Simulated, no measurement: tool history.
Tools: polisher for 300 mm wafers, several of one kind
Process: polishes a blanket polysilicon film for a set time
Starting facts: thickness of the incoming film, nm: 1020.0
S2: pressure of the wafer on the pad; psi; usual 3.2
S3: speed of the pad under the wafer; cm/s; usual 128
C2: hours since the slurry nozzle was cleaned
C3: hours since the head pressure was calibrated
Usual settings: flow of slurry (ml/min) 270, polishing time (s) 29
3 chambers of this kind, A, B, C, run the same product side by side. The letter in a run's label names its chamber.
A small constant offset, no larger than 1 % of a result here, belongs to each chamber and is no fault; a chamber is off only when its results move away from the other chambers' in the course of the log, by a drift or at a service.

run 1A day=0.442 | flow_of_slurry_(ml/min)=270 S2=3.2 S3=128 polishing_time_(s)=29 | wafers_polished_on_this_pad=608 C2=148.4 C3=342.2 | film_removed_(nm)=418.32
run 2B day=0.775 | flow_of_slurry_(ml/min)=270 S2=3.2 S3=128 polishing_time_(s)=29 | wafers_polished_on_this_pad=678 C2=474.5 C3=428.8 | film_removed_(nm)=424.67
-- day=1.167 chamber B: worn pad replaced by a new one
run 3C day=1.183 | flow_of_slurry_(ml/min)=270 S2=3.2 S3=128 polishing_time_(s)=29 | wafers_polished_on_this_pad=1555 C2=173.1 C3=503.5 | film_removed_(nm)=414.38
-- day=1.446 chamber C: worn pad replaced by a new one
run 4C day=1.829 | flow_of_slurry_(ml/min)=270 S2=3.2 S3=128 polishing_time_(s)=29 | wafers_polished_on_this_pad=87 C2=188.6 C3=519.0 | film_removed_(nm)=420.52
run 5B day=2.433 | flow_of_slurry_(ml/min)=270 S2=4.1 S3=128 polishing_time_(s)=29 | wafers_polished_on_this_pad=289 C2=514.3 C3=468.6 | film_removed_(nm)=530.53
run 6A day=2.796 | flow_of_slurry_(ml/min)=270 S2=4.1 S3=128 polishing_time_(s)=29 | wafers_polished_on_this_pad=1146 C2=204.9 C3=398.7 | film_removed_(nm)=546.51
run 7B day=3.321 | flow_of_slurry_(ml/min)=270 S2=4.1 S3=128 polishing_time_(s)=29 | wafers_polished_on_this_pad=492 C2=535.6 C3=489.9 | film_removed_(nm)=530.40
run 8A day=3.679 | flow_of_slurry_(ml/min)=270 S2=3.2 S3=128 polishing_time_(s)=29 | wafers_polished_on_this_pad=1348 C2=226.1 C3=419.9 | film_removed_(nm)=424.38
run 9C day=4.071 | flow_of_slurry_(ml/min)=270 S2=4.2 S3=128 polishing_time_(s)=26 | wafers_polished_on_this_pad=600 C2=242.4 C3=572.8 | film_removed_(nm)=500.35
run 10B day=4.454 | flow_of_slurry_(ml/min)=270 S2=4.2 S3=128 polishing_time_(s)=26 | wafers_polished_on_this_pad=751 C2=562.8 C3=517.1 | film_removed_(nm)=499.80
run 11C day=4.979 | flow_of_slurry_(ml/min)=270 S2=4.2 S3=128 polishing_time_(s)=26 | wafers_polished_on_this_pad=807 C2=264.2 C3=594.6 | film_removed_(nm)=489.66
run 12A day=5.392 | flow_of_slurry_(ml/min)=270 S2=3.2 S3=128 polishing_time_(s)=29 | wafers_polished_on_this_pad=1740 C2=267.2 C3=461.0 | film_removed_(nm)=425.40
-- day=5.621 chamber B: worn pad replaced by a new one
-- day=5.921 chamber C: head pressure recalibrated
run 13C day=5.983 | flow_of_slurry_(ml/min)=270 S2=3.2 S3=128 polishing_time_(s)=29 | wafers_polished_on_this_pad=1037 C2=288.3 C3=1.6 | film_removed_(nm)=415.54
run 14A day=6.650 | flow_of_slurry_(ml/min)=270 S2=3.2 S3=128 polishing_time_(s)=29 | wafers_polished_on_this_pad=2027 C2=297.4 C3=491.2 | film_removed_(nm)=416.35
run 15B day=7.292 | flow_of_slurry_(ml/min)=310 S2=3.2 S3=128 polishing_time_(s)=29 | wafers_polished_on_this_pad=382 C2=630.9 C3=585.2 | film_removed_(nm)=422.64
run 16A day=7.800 | flow_of_slurry_(ml/min)=310 S2=3.2 S3=128 polishing_time_(s)=29 | wafers_polished_on_this_pad=2290 C2=325.0 C3=518.8 | film_removed_(nm)=420.33
-- day=8.100 chamber A: head pressure recalibrated
run 17C day=8.350 | flow_of_slurry_(ml/min)=310 S2=3.2 S3=128 polishing_time_(s)=29 | wafers_polished_on_this_pad=1578 C2=345.1 C3=58.4 | film_removed_(nm)=419.95
-- day=8.408 chamber C: worn pad replaced by a new one
run 18B day=8.850 | flow_of_slurry_(ml/min)=270 S2=3.2 S3=128 polishing_time_(s)=29 | wafers_polished_on_this_pad=738 C2=668.3 C3=622.6 | film_removed_(nm)=412.12
-- day=9.200 chamber B: head pressure recalibrated
run 19A day=9.462 | flow_of_slurry_(ml/min)=270 S2=3.8 S3=128 polishing_time_(s)=29 | wafers_polished_on_this_pad=2670 C2=364.9 C3=32.8 | film_removed_(nm)=498.40
-- day=9.483 chamber B: worn pad replaced by a new one
run 20B day=9.821 | flow_of_slurry_(ml/min)=270 S2=3.8 S3=128 polishing_time_(s)=29 | wafers_polished_on_this_pad=77 C2=691.6 C3=15.0 | film_removed_(nm)=482.57
run 21C day=10.183 | flow_of_slurry_(ml/min)=270 S2=3.8 S3=128 polishing_time_(s)=29 | wafers_polished_on_this_pad=406 C2=389.1 C3=102.4 | film_removed_(nm)=507.71
run 22B day=10.596 | flow_of_slurry_(ml/min)=270 S2=3.2 S3=128 polishing_time_(s)=29 | wafers_polished_on_this_pad=254 C2=710.2 C3=33.6 | film_removed_(nm)=421.93
run 23C day=10.950 | flow_of_slurry_(ml/min)=270 S2=3.2 S3=114 polishing_time_(s)=34 | wafers_polished_on_this_pad=581 C2=407.5 C3=120.8 | film_removed_(nm)=443.35
run 24A day=11.329 | flow_of_slurry_(ml/min)=270 S2=3.2 S3=114 polishing_time_(s)=34 | wafers_polished_on_this_pad=3097 C2=409.7 C3=77.6 | film_removed_(nm)=431.81
run 25B day=11.775 | flow_of_slurry_(ml/min)=270 S2=3.2 S3=114 polishing_time_(s)=34 | wafers_polished_on_this_pad=524 C2=738.5 C3=61.9 | film_removed_(nm)=432.71
run 26A day=12.233 | flow_of_slurry_(ml/min)=270 S2=3.2 S3=128 polishing_time_(s)=29 | wafers_polished_on_this_pad=3303 C2=431.4 C3=99.3 | film_removed_(nm)=400.96
-- day=12.850 chamber B: worn pad replaced by a new one
run 27C day=12.854 | flow_of_slurry_(ml/min)=270 S2=3.2 S3=128 polishing_time_(s)=29 | wafers_polished_on_this_pad=1016 C2=453.2 C3=166.5 | film_removed_(nm)=420.18
run 28C day=13.350 | flow_of_slurry_(ml/min)=270 S2=3.2 S3=128 polishing_time_(s)=29 | wafers_polished_on_this_pad=1129 C2=465.1 C3=178.4 | film_removed_(nm)=427.71
run 29B day=13.912 | flow_of_slurry_(ml/min)=270 S2=3.2 S3=128 polishing_time_(s)=29 | wafers_polished_on_this_pad=243 C2=789.8 C3=113.2 | film_removed_(nm)=414.20
run 30A day=14.521 | flow_of_slurry_(ml/min)=270 S2=3.2 S3=128 polishing_time_(s)=29 | wafers_polished_on_this_pad=3826 C2=486.3 C3=154.2 | film_removed_(nm)=388.68
run 31A day=14.979 | flow_of_slurry_(ml/min)=270 S2=3.2 S3=128 polishing_time_(s)=29 | wafers_polished_on_this_pad=3931 C2=497.3 C3=165.2 | film_removed_(nm)=398.23
-- day=15.329 chamber C: worn pad replaced by a new one
run 32C day=15.329 | flow_of_slurry_(ml/min)=270 S2=3.2 S3=128 polishing_time_(s)=29 | wafers_polished_on_this_pad=0 C2=512.6 C3=225.9 | film_removed_(nm)=428.79
-- day=15.725 chamber B: slurry nozzle cleaned
run 33B day=15.975 | flow_of_slurry_(ml/min)=270 S2=3.2 S3=128 polishing_time_(s)=29 | wafers_polished_on_this_pad=714 C2=6.1 C3=162.7 | film_removed_(nm)=409.36
-- day=16.221 chamber B: worn pad replaced by a new one
run 34B day=16.396 | flow_of_slurry_(ml/min)=270 S2=3.2 S3=104 polishing_time_(s)=36 | wafers_polished_on_this_pad=40 C2=16.2 C3=172.8 | film_removed_(nm)=423.56
run 35C day=16.754 | flow_of_slurry_(ml/min)=270 S2=3.2 S3=104 polishing_time_(s)=36 | wafers_polished_on_this_pad=325 C2=546.8 C3=260.1 | film_removed_(nm)=436.66
run 36A day=17.150 | flow_of_slurry_(ml/min)=270 S2=3.2 S3=104 polishing_time_(s)=36 | wafers_polished_on_this_pad=4427 C2=549.4 C3=217.3 | film_removed_(nm)=391.41
run 37C day=17.588 | flow_of_slurry_(ml/min)=270 S2=3.2 S3=128 polishing_time_(s)=29 | wafers_polished_on_this_pad=516 C2=566.8 C3=280.1 | film_removed_(nm)=420.67
run 38B day=18.050 | flow_of_slurry_(ml/min)=270 S2=3.2 S3=128 polishing_time_(s)=29 | wafers_polished_on_this_pad=418 C2=55.9 C3=212.5 | film_removed_(nm)=422.39
run 39A day=18.546 | flow_of_slurry_(ml/min)=270 S2=3.2 S3=128 polishing_time_(s)=29 | wafers_polished_on_this_pad=4746 C2=582.9 C3=250.8 | film_removed_(nm)=387.25
run 40C day=18.975 | flow_of_slurry_(ml/min)=270 S2=3.2 S3=128 polishing_time_(s)=29 | wafers_polished_on_this_pad=833 C2=600.1 C3=313.4 | film_removed_(nm)=421.50
run 41A day=19.375 | flow_of_slurry_(ml/min)=270 S2=3.2 S3=128 polishing_time_(s)=29 | wafers_polished_on_this_pad=4936 C2=602.8 C3=270.7 | film_removed_(nm)=382.54

Is one chamber out of step, is the gauge drifting, or do the chambers differ by no more than their own small offsets? For an off chamber, give its letter and the likeliest cause.

It is chamber A that slowly wanders off from its peers.
Cause: removal rate lost through wear of the pad, % = 8.44.

Here are 4 candidates for chamber A's next run, each the usual settings with a change, their results left as question marks. Which one brings its results back in line with what the others give on the usual settings?
Allowed miss from the other chambers' usual-settings mean, per result, to count as in line: film removed (nm) 20.00
run 42A-1 day=19.858 | flow_of_slurry_(ml/min)=270 S2=3.0 S3=122 polishing_time_(s)=27 | film_removed_(nm)=?
run 42A-2 day=19.858 | flow_of_slurry_(ml/min)=270 S2=3.5 S3=128 polishing_time_(s)=31 | film_removed_(nm)=?
run 42A-3 day=19.858 | flow_of_slurry_(ml/min)=270 S2=3.3 S3=128 polishing_time_(s)=30 | film_removed_(nm)=?
run 42A-4 day=19.858 | flow_of_slurry_(ml/min)=270 S2=3.1 S3=122 polishing_time_(s)=29 | film_removed_(nm)=?

The mean the other chambers reach with the usual settings: film removed (nm) 420.09
run=42A-1 film_removed_(nm)=321.34
run=42A-2 film_removed_(nm)=450.66
run=42A-3 film_removed_(nm)=411.54
run=42A-4 film_removed_(nm)=356.47
With 42A-3, the chamber falls back in line with the rest.

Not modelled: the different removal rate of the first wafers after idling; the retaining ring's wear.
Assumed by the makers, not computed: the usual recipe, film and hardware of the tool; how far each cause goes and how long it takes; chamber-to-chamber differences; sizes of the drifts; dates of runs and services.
